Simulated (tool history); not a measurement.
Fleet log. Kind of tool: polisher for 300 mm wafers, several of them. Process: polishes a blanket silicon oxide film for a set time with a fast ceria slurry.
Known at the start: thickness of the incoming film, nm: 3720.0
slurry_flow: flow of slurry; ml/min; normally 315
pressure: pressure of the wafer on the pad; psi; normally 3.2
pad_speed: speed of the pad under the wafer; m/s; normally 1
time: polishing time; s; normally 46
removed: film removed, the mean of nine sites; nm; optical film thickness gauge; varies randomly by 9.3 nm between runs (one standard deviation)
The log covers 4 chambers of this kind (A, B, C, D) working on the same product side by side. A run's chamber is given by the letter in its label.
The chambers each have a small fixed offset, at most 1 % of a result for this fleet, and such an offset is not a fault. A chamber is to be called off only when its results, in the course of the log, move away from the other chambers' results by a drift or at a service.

| run | hour | slurry_flow | pressure | pad_speed | time | wafers polished on this pad | hours since the slurry nozzle was cleaned | hours since the head pressure was calibrated | removed |
|---|---|---|---|---|---|---|---|---|---|
|  | 0.7 | chamber D: slurry nozzle cleaned |
|  | 4.6 | chamber B: worn pad replaced by a new one |
| 1D | 6.8 | 315 | 3.2 | 1 | 46 | 641 | 6.2 | 52.7 | 668.28 |
|  | 11.5 | chamber D: worn pad replaced by a new one |
| 2A | 16 | 315 | 3.2 | 1 | 46 | 305 | 281.6 | 598.2 | 669.33 |
|  | 26 | chamber C: worn pad replaced by a new one |
| 3B | 26.3 | 315 | 3.2 | 1 | 46 | 269 | 316.8 | 630.9 | 666.86 |
| 4C | 34.2 | 315 | 3.2 | 1 | 46 | 102 | 443.4 | 385.9 | 685.55 |
| 5A | 39.8 | 315 | 3.2 | 1 | 46 | 601 | 305.4 | 622 | 676.99 |
| 6C | 49.2 | 315 | 3.2 | 1 | 46 | 288 | 458.4 | 400.9 | 671.38 |
| 7B | 54.5 | 315 | 3.2 | 1 | 46 | 619 | 345 | 659.1 | 681.63 |
|  | 58.6 | chamber A: worn pad replaced by a new one |
| 8D | 59.3 | 315 | 3.2 | 1 | 46 | 593 | 58.7 | 105.2 | 660.48 |
| 9D | 69 | 315 | 3.2 | 1 | 46 | 713 | 68.4 | 114.9 | 655.62 |
|  | 72 | chamber B: worn pad replaced by a new one |
|  | 76.6 | chamber D: worn pad replaced by a new one |
| 10B | 77.5 | 315 | 3.2 | 1 | 46 | 68 | 368 | 682.1 | 696.59 |
| 11C | 84.3 | 315 | 3.2 | 1 | 46 | 723 | 493.5 | 436 | 671.03 |
| 12A | 93.3 | 315 | 3.2 | 1 | 46 | 430 | 358.9 | 675.5 | 673.24 |
| 13D | 102.5 | 315 | 3.2 | 1 | 46 | 321 | 101.9 | 148.4 | 664.77 |
| 14A | 107.7 | 315 | 3.2 | 1 | 46 | 609 | 373.3 | 689.9 | 676.1 |
|  | 114.9 | chamber A: worn pad replaced by a new one |
| 15C | 117 | 315 | 3.2 | 1 | 46 | 1128 | 526.2 | 468.7 | 680.34 |
|  | 124.1 | chamber A: slurry nozzle cleaned |
| 16B | 124.2 | 315 | 3.2 | 1 | 46 | 647 | 414.7 | 728.8 | 679.9 |
|  | 125.4 | chamber C: worn pad replaced by a new one |
|  | 128.8 | chamber D: worn pad replaced by a new one |
| 17C | 132.9 | 315 | 3.2 | 1 | 46 | 93 | 542.1 | 484.6 | 674.19 |
|  | 133.2 | chamber C: head pressure recalibrated |
| 18B | 141.3 | 315 | 3.2 | 1 | 46 | 859 | 431.8 | 745.9 | 676.37 |
|  | 145.2 | chamber B: worn pad replaced by a new one |
| 19A | 149.4 | 315 | 3.2 | 1 | 46 | 428 | 25.3 | 731.6 | 691.43 |
| 20D | 157.8 | 315 | 3.2 | 1 | 46 | 360 | 157.2 | 203.7 | 675.27 |
| 21B | 163.3 | 315 | 3.2 | 1 | 46 | 225 | 453.8 | 767.9 | 674.34 |
| 22A | 171.1 | 315 | 3.2 | 1 | 46 | 697 | 47 | 753.3 | 679.25 |
|  | 171.4 | chamber A: worn pad replaced by a new one |
| 23D | 178.2 | 315 | 3.2 | 1 | 46 | 613 | 177.6 | 224.1 | 660.74 |
| 24C | 184 | 385 | 3.2 | 1 | 31 | 727 | 593.2 | 50.9 | 427.58 |
|  | 186.7 | chamber D: worn pad replaced by a new one |
| 25A | 191.3 | 385 | 3.2 | 1 | 31 | 246 | 67.2 | 773.5 | 465.14 |
| 26C | 198.6 | 385 | 3.2 | 1 | 31 | 908 | 607.8 | 65.5 | 419.73 |
| 27B | 205.1 | 385 | 3.2 | 1 | 31 | 743 | 495.6 | 809.7 | 455.01 |
| 28D | 213.3 | 315 | 3.2 | 1 | 46 | 331 | 212.7 | 259.2 | 658.95 |
|  | 216.9 | chamber B: worn pad replaced by a new one |
|  | 217.9 | chamber C: worn pad replaced by a new one |
| 29B | 222.9 | 315 | 3.2 | 1 | 46 | 74 | 513.4 | 827.5 | 672.39 |
| 30C | 228.2 | 315 | 3.2 | 1 | 46 | 128 | 637.4 | 95.1 | 611.95 |
| 31D | 237.1 | 315 | 3.7 | 1 | 46 | 626 | 236.5 | 283 | 765 |
|  | 238.9 | chamber A: worn pad replaced by a new one |
| 32A | 242.3 | 315 | 3.7 | 1 | 46 | 42 | 118.2 | 824.5 | 781.73 |
|  | 248.6 | chamber D: worn pad replaced by a new one |
| 33C | 251 | 315 | 3.7 | 1 | 46 | 411 | 660.2 | 117.9 | 711.68 |
|  | 258.6 | chamber A: head pressure recalibrated |
| 34A | 260.1 | 315 | 3.7 | 1 | 46 | 263 | 136 | 1.5 | 768.88 |
| 35B | 270 | 315 | 3.2 | 1 | 46 | 658 | 560.5 | 874.6 | 668.53 |
| 36D | 278.5 | 315 | 3.2 | 1 | 46 | 371 | 277.9 | 324.4 | 661.77 |
| 37B | 286.4 | 315 | 3.2 | 1 | 46 | 862 | 576.9 | 891 | 667.55 |
| 38D | 294 | 315 | 3.2 | 1 | 46 | 563 | 293.4 | 339.9 | 653.94 |

Is one chamber off against the others, does the gauge drift, or is nothing wrong? If a chamber is off, say which, and what the likeliest cause is.

A service on chamber C put it out of line with the rest.
What lies behind it: head's pressure below its setpoint, % = 9.

Chamber C could run next with any of the 4 candidate recipes listed below; each alters the usual settings, and their results appear as question marks. Which one brings its results back in line with what the other chambers deliver on the usual settings?
In-line tolerance around the mean of the other chambers on the usual settings: removed 32 nm
| 39C-1 | 301.8 | 315 | 3.2 | 0.92 | 42 |  |  |  | ? |
| 39C-2 | 301.8 | 315 | 3.3 | 1 | 48 |  |  |  | ? |
| 39C-3 | 301.8 | 315 | 3.2 | 0.96 | 44 |  |  |  | ? |
| 39C-4 | 301.8 | 315 | 3.5 | 1 | 50 |  |  |  | ? |

On the usual settings, the other chambers give on average: removed 670.95 nm
| run | removed |
|---|---|
| 39C-1 | 517.65 |
| 39C-2 | 663.15 |
| 39C-3 | 565.87 |
| 39C-4 | 732.72 |
39C-2 puts the chamber back in line with the other chambers.
